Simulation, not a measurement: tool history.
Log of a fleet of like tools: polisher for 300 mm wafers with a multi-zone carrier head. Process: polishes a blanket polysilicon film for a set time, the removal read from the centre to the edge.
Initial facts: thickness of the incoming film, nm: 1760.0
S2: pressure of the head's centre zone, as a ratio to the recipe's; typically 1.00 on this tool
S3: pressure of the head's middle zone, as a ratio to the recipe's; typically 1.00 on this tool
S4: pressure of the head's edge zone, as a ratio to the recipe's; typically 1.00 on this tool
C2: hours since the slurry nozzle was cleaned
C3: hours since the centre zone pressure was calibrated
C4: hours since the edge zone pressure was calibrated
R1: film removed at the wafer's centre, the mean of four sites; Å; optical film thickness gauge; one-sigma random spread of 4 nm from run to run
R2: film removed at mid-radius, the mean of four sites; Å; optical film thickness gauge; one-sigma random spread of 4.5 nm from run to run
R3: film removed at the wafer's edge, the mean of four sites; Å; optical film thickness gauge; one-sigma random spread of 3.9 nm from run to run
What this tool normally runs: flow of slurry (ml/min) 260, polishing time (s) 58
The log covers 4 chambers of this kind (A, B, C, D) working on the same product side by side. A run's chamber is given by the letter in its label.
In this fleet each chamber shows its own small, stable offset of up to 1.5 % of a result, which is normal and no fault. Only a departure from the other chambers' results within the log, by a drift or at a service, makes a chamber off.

{"run": "1C", "hour": 6.3, "flow of slurry (ml/min)": 260, "S2": 1.0, "S3": 1.0, "S4": 1.0, "polishing time (s)": 58, "wafers polished on this pad": 538, "C2": 111.0, "C3": 475.5, "C4": 451.4, "R1": 3717.9, "R2": 3781.0, "R3": 3796.5}
{"run": "2A", "hour": 11.1, "flow of slurry (ml/min)": 260, "S2": 1.0, "S3": 1.0, "S4": 1.0, "polishing time (s)": 58, "wafers polished on this pad": 452, "C2": 163.6, "C3": 428.1, "C4": 141.0, "R1": 3762.7, "R2": 3798.9, "R3": 3770.9}
{"run": "3D", "hour": 17.9, "flow of slurry (ml/min)": 260, "S2": 1.0, "S3": 1.0, "S4": 1.0, "polishing time (s)": 58, "wafers polished on this pad": 572, "C2": 448.0, "C3": 64.2, "C4": 179.3, "R1": 3803.3, "R2": 3739.6, "R3": 3853.3}
{"run": "4B", "hour": 24.4, "flow of slurry (ml/min)": 260, "S2": 1.0, "S3": 1.0, "S4": 1.0, "polishing time (s)": 58, "wafers polished on this pad": 939, "C2": 592.0, "C3": 342.4, "C4": 101.6, "R1": 3796.6, "R2": 3699.7, "R3": 3804.3}
{"run": "5D", "hour": 28.8, "flow of slurry (ml/min)": 260, "S2": 1.0, "S3": 1.0, "S4": 1.0, "polishing time (s)": 58, "wafers polished on this pad": 676, "C2": 458.9, "C3": 75.1, "C4": 190.2, "R1": 3786.7, "R2": 3854.5, "R3": 3717.9}
{"run": "6B", "hour": 35.3, "flow of slurry (ml/min)": 260, "S2": 1.0, "S3": 1.0, "S4": 1.0, "polishing time (s)": 58, "wafers polished on this pad": 1043, "C2": 602.9, "C3": 353.3, "C4": 112.5, "R1": 3772.6, "R2": 3756.9, "R3": 3717.0}
{"hour": 36.7, "done": "chamber B: worn pad replaced by a new one"}
{"run": "7C", "hour": 38.9, "flow of slurry (ml/min)": 260, "S2": 1.0, "S3": 1.0, "S4": 1.0, "polishing time (s)": 58, "wafers polished on this pad": 849, "C2": 143.6, "C3": 508.1, "C4": 484.0, "R1": 3869.2, "R2": 3732.4, "R3": 3767.8}
{"run": "8A", "hour": 43.1, "flow of slurry (ml/min)": 260, "S2": 1.0, "S3": 1.0, "S4": 1.0, "polishing time (s)": 58, "wafers polished on this pad": 758, "C2": 195.6, "C3": 460.1, "C4": 173.0, "R1": 3809.4, "R2": 3861.7, "R3": 3751.4}
{"run": "9C", "hour": 47.1, "flow of slurry (ml/min)": 260, "S2": 1.0, "S3": 1.0, "S4": 1.0, "polishing time (s)": 58, "wafers polished on this pad": 927, "C2": 151.8, "C3": 516.3, "C4": 492.2, "R1": 3754.9, "R2": 3727.0, "R3": 3738.3}
{"run": "10A", "hour": 52.2, "flow of slurry (ml/min)": 260, "S2": 1.0, "S3": 1.0, "S4": 1.0, "polishing time (s)": 58, "wafers polished on this pad": 844, "C2": 204.7, "C3": 469.2, "C4": 182.1, "R1": 3874.6, "R2": 3814.5, "R3": 3745.7}
{"run": "11D", "hour": 56.8, "flow of slurry (ml/min)": 260, "S2": 1.0, "S3": 1.0, "S4": 1.0, "polishing time (s)": 58, "wafers polished on this pad": 943, "C2": 486.9, "C3": 103.1, "C4": 218.2, "R1": 3792.5, "R2": 3857.8, "R3": 3747.2}
{"hour": 56.9, "done": "chamber C: worn pad replaced by a new one"}
{"hour": 61.0, "done": "chamber D: worn pad replaced by a new one"}
{"run": "12B", "hour": 62.7, "flow of slurry (ml/min)": 175, "S2": 1.0, "S3": 1.0, "S4": 1.0, "polishing time (s)": 77, "wafers polished on this pad": 248, "C2": 630.3, "C3": 380.7, "C4": 139.9, "R1": 4754.7, "R2": 4676.8, "R3": 4752.8}
{"run": "13D", "hour": 67.4, "flow of slurry (ml/min)": 175, "S2": 1.0, "S3": 1.0, "S4": 1.0, "polishing time (s)": 77, "wafers polished on this pad": 61, "C2": 497.5, "C3": 113.7, "C4": 228.8, "R1": 4718.5, "R2": 4651.4, "R3": 4824.4}
{"run": "14C", "hour": 73.4, "flow of slurry (ml/min)": 175, "S2": 1.0, "S3": 1.0, "S4": 1.0, "polishing time (s)": 77, "wafers polished on this pad": 157, "C2": 178.1, "C3": 542.6, "C4": 518.5, "R1": 4702.2, "R2": 4809.0, "R3": 4905.4}
{"run": "15B", "hour": 79.4, "flow of slurry (ml/min)": 175, "S2": 1.0, "S3": 1.0, "S4": 1.0, "polishing time (s)": 77, "wafers polished on this pad": 408, "C2": 647.0, "C3": 397.4, "C4": 156.6, "R1": 4670.5, "R2": 4695.6, "R3": 4695.2}
{"hour": 84.1, "done": "chamber B: slurry nozzle cleaned"}
{"run": "16A", "hour": 85.0, "flow of slurry (ml/min)": 260, "S2": 1.0, "S3": 1.0, "S4": 1.0, "polishing time (s)": 42, "wafers polished on this pad": 1157, "C2": 237.5, "C3": 502.0, "C4": 214.9, "R1": 2764.4, "R2": 2765.0, "R3": 2733.8}
{"run": "17D", "hour": 90.3, "flow of slurry (ml/min)": 260, "S2": 1.0, "S3": 1.0, "S4": 1.0, "polishing time (s)": 42, "wafers polished on this pad": 280, "C2": 520.4, "C3": 136.6, "C4": 251.7, "R1": 2782.1, "R2": 2748.4, "R3": 2737.5}
{"run": "18A", "hour": 95.3, "flow of slurry (ml/min)": 260, "S2": 1.0, "S3": 1.0, "S4": 1.0, "polishing time (s)": 42, "wafers polished on this pad": 1256, "C2": 247.8, "C3": 512.3, "C4": 225.2, "R1": 2730.7, "R2": 2762.4, "R3": 2771.7}
{"run": "19C", "hour": 98.4, "flow of slurry (ml/min)": 260, "S2": 1.0, "S3": 1.0, "S4": 1.0, "polishing time (s)": 42, "wafers polished on this pad": 396, "C2": 203.1, "C3": 567.6, "C4": 543.5, "R1": 2747.0, "R2": 2775.1, "R3": 2680.0}
{"hour": 100.5, "done": "chamber D: slurry nozzle cleaned"}
{"run": "20B", "hour": 102.6, "flow of slurry (ml/min)": 260, "S2": 1.0, "S3": 1.0, "S4": 1.0, "polishing time (s)": 58, "wafers polished on this pad": 629, "C2": 18.6, "C3": 420.6, "C4": 179.8, "R1": 3775.0, "R2": 3681.0, "R3": 3773.2}
{"hour": 105.4, "done": "chamber A: worn pad replaced by a new one"}
{"run": "21C", "hour": 107.2, "flow of slurry (ml/min)": 260, "S2": 1.0, "S3": 1.0, "S4": 1.0, "polishing time (s)": 58, "wafers polished on this pad": 479, "C2": 211.9, "C3": 576.4, "C4": 552.3, "R1": 3800.8, "R2": 3847.0, "R3": 3767.0}
{"run": "22D", "hour": 112.5, "flow of slurry (ml/min)": 260, "S2": 1.0, "S3": 1.0, "S4": 1.0, "polishing time (s)": 58, "wafers polished on this pad": 491, "C2": 12.1, "C3": 158.8, "C4": 273.9, "R1": 3810.2, "R2": 3751.9, "R3": 3754.1}
{"run": "23B", "hour": 118.6, "flow of slurry (ml/min)": 260, "S2": 1.0, "S3": 1.0, "S4": 1.0, "polishing time (s)": 58, "wafers polished on this pad": 782, "C2": 34.6, "C3": 436.6, "C4": 195.8, "R1": 3849.6, "R2": 3748.1, "R3": 3672.4}
{"run": "24A", "hour": 125.2, "flow of slurry (ml/min)": 260, "S2": 1.0, "S3": 1.0, "S4": 1.0, "polishing time (s)": 58, "wafers polished on this pad": 189, "C2": 277.7, "C3": 542.2, "C4": 255.1, "R1": 3793.6, "R2": 3689.9, "R3": 3764.4}
{"run": "25A", "hour": 129.4, "flow of slurry (ml/min)": 260, "S2": 0.9, "S3": 1.0, "S4": 1.09, "polishing time (s)": 58, "wafers polished on this pad": 229, "C2": 281.9, "C3": 546.4, "C4": 259.3, "R1": 3446.6, "R2": 3780.4, "R3": 4017.7}
{"run": "26D", "hour": 136.1, "flow of slurry (ml/min)": 260, "S2": 0.9, "S3": 1.0, "S4": 1.09, "polishing time (s)": 58, "wafers polished on this pad": 717, "C2": 35.7, "C3": 182.4, "C4": 297.5, "R1": 3385.5, "R2": 3724.5, "R3": 3983.3}
{"run": "27B", "hour": 141.8, "flow of slurry (ml/min)": 260, "S2": 0.9, "S3": 1.0, "S4": 1.09, "polishing time (s)": 58, "wafers polished on this pad": 1003, "C2": 57.8, "C3": 459.8, "C4": 219.0, "R1": 3350.3, "R2": 3746.2, "R3": 3929.1}
{"run": "28C", "hour": 148.1, "flow of slurry (ml/min)": 260, "S2": 0.9, "S3": 1.0, "S4": 1.09, "polishing time (s)": 58, "wafers polished on this pad": 870, "C2": 252.8, "C3": 617.3, "C4": 593.2, "R1": 3360.3, "R2": 3787.1, "R3": 4007.2}
{"hour": 148.4, "done": "chamber B: worn pad replaced by a new one"}
{"run": "29C", "hour": 153.1, "flow of slurry (ml/min)": 260, "S2": 1.0, "S3": 1.0, "S4": 1.0, "polishing time (s)": 58, "wafers polished on this pad": 917, "C2": 257.8, "C3": 622.3, "C4": 598.2, "R1": 3725.7, "R2": 3739.9, "R3": 3759.5}
{"run": "30B", "hour": 158.5, "flow of slurry (ml/min)": 330, "S2": 1.0, "S3": 1.05, "S4": 1.0, "polishing time (s)": 58, "wafers polished on this pad": 96, "C2": 74.5, "C3": 476.5, "C4": 235.7, "R1": 3845.1, "R2": 4001.4, "R3": 3849.7}
{"run": "31A", "hour": 164.1, "flow of slurry (ml/min)": 330, "S2": 1.0, "S3": 1.05, "S4": 1.0, "polishing time (s)": 58, "wafers polished on this pad": 560, "C2": 316.6, "C3": 581.1, "C4": 294.0, "R1": 3950.4, "R2": 4117.0, "R3": 3869.9}
{"hour": 168.1, "done": "chamber D: worn pad replaced by a new one"}
{"run": "32D", "hour": 169.2, "flow of slurry (ml/min)": 330, "S2": 1.0, "S3": 1.05, "S4": 1.0, "polishing time (s)": 58, "wafers polished on this pad": 11, "C2": 68.8, "C3": 215.5, "C4": 330.6, "R1": 3932.7, "R2": 4061.6, "R3": 3865.6}
{"hour": 169.5, "done": "chamber C: worn pad replaced by a new one"}
{"run": "33D", "hour": 175.0, "flow of slurry (ml/min)": 330, "S2": 1.0, "S3": 1.05, "S4": 1.0, "polishing time (s)": 58, "wafers polished on this pad": 66, "C2": 74.6, "C3": 221.3, "C4": 336.4, "R1": 3893.6, "R2": 3983.4, "R3": 3884.5}
{"run": "34C", "hour": 180.9, "flow of slurry (ml/min)": 260, "S2": 1.0, "S3": 1.0, "S4": 1.0, "polishing time (s)": 58, "wafers polished on this pad": 109, "C2": 285.6, "C3": 650.1, "C4": 626.0, "R1": 3709.1, "R2": 3824.2, "R3": 3763.2}
{"run": "35A", "hour": 184.9, "flow of slurry (ml/min)": 260, "S2": 1.0, "S3": 1.0, "S4": 1.0, "polishing time (s)": 58, "wafers polished on this pad": 758, "C2": 337.4, "C3": 601.9, "C4": 314.8, "R1": 3844.7, "R2": 3720.8, "R3": 3780.9}
{"run": "36B", "hour": 191.1, "flow of slurry (ml/min)": 260, "S2": 1.0, "S3": 1.0, "S4": 1.0, "polishing time (s)": 58, "wafers polished on this pad": 407, "C2": 107.1, "C3": 509.1, "C4": 268.3, "R1": 3778.0, "R2": 3762.8, "R3": 3708.9}
{"run": "37B", "hour": 195.0, "flow of slurry (ml/min)": 260, "S2": 1.0, "S3": 1.0, "S4": 1.0, "polishing time (s)": 58, "wafers polished on this pad": 445, "C2": 111.0, "C3": 513.0, "C4": 272.2, "R1": 3752.3, "R2": 3714.2, "R3": 3723.9}
{"run": "38D", "hour": 201.4, "flow of slurry (ml/min)": 260, "S2": 1.0, "S3": 1.0, "S4": 1.0, "polishing time (s)": 58, "wafers polished on this pad": 318, "C2": 101.0, "C3": 247.7, "C4": 362.8, "R1": 3795.4, "R2": 3752.6, "R3": 3829.0}
{"run": "39C", "hour": 205.9, "flow of slurry (ml/min)": 260, "S2": 1.0, "S3": 1.0, "S4": 1.0, "polishing time (s)": 58, "wafers polished on this pad": 347, "C2": 310.6, "C3": 675.1, "C4": 651.0, "R1": 3775.0, "R2": 3796.8, "R3": 3836.9}
{"run": "40A", "hour": 210.8, "flow of slurry (ml/min)": 260, "S2": 1.0, "S3": 1.0, "S4": 1.0, "polishing time (s)": 58, "wafers polished on this pad": 1005, "C2": 363.3, "C3": 627.8, "C4": 340.7, "R1": 3779.9, "R2": 3762.7, "R3": 3716.7}
{"run": "41A", "hour": 217.8, "flow of slurry (ml/min)": 260, "S2": 1.0, "S3": 1.05, "S4": 1.0, "polishing time (s)": 58, "wafers polished on this pad": 1072, "C2": 370.3, "C3": 634.8, "C4": 347.7, "R1": 3751.6, "R2": 4008.9, "R3": 3838.5}
{"run": "42D", "hour": 222.2, "flow of slurry (ml/min)": 260, "S2": 1.0, "S3": 1.05, "S4": 1.0, "polishing time (s)": 58, "wafers polished on this pad": 516, "C2": 121.8, "C3": 268.5, "C4": 383.6, "R1": 3775.5, "R2": 3854.1, "R3": 3845.5}
{"run": "43C", "hour": 227.8, "flow of slurry (ml/min)": 260, "S2": 1.0, "S3": 1.05, "S4": 1.0, "polishing time (s)": 58, "wafers polished on this pad": 556, "C2": 332.5, "C3": 697.0, "C4": 672.9, "R1": 3787.0, "R2": 3979.4, "R3": 3761.8}
{"run": "44B", "hour": 233.1, "flow of slurry (ml/min)": 260, "S2": 1.0, "S3": 1.05, "S4": 1.0, "polishing time (s)": 58, "wafers polished on this pad": 808, "C2": 149.1, "C3": 551.1, "C4": 310.3, "R1": 3708.1, "R2": 3932.6, "R3": 3729.9}

Is one chamber out of step, is the gauge drifting, or do the chambers differ by no more than their own small offsets? For an off chamber, give its letter and the likeliest cause.

The fleet is healthy, with each chamber sitting at its usual small offset and no drift in the gauge.
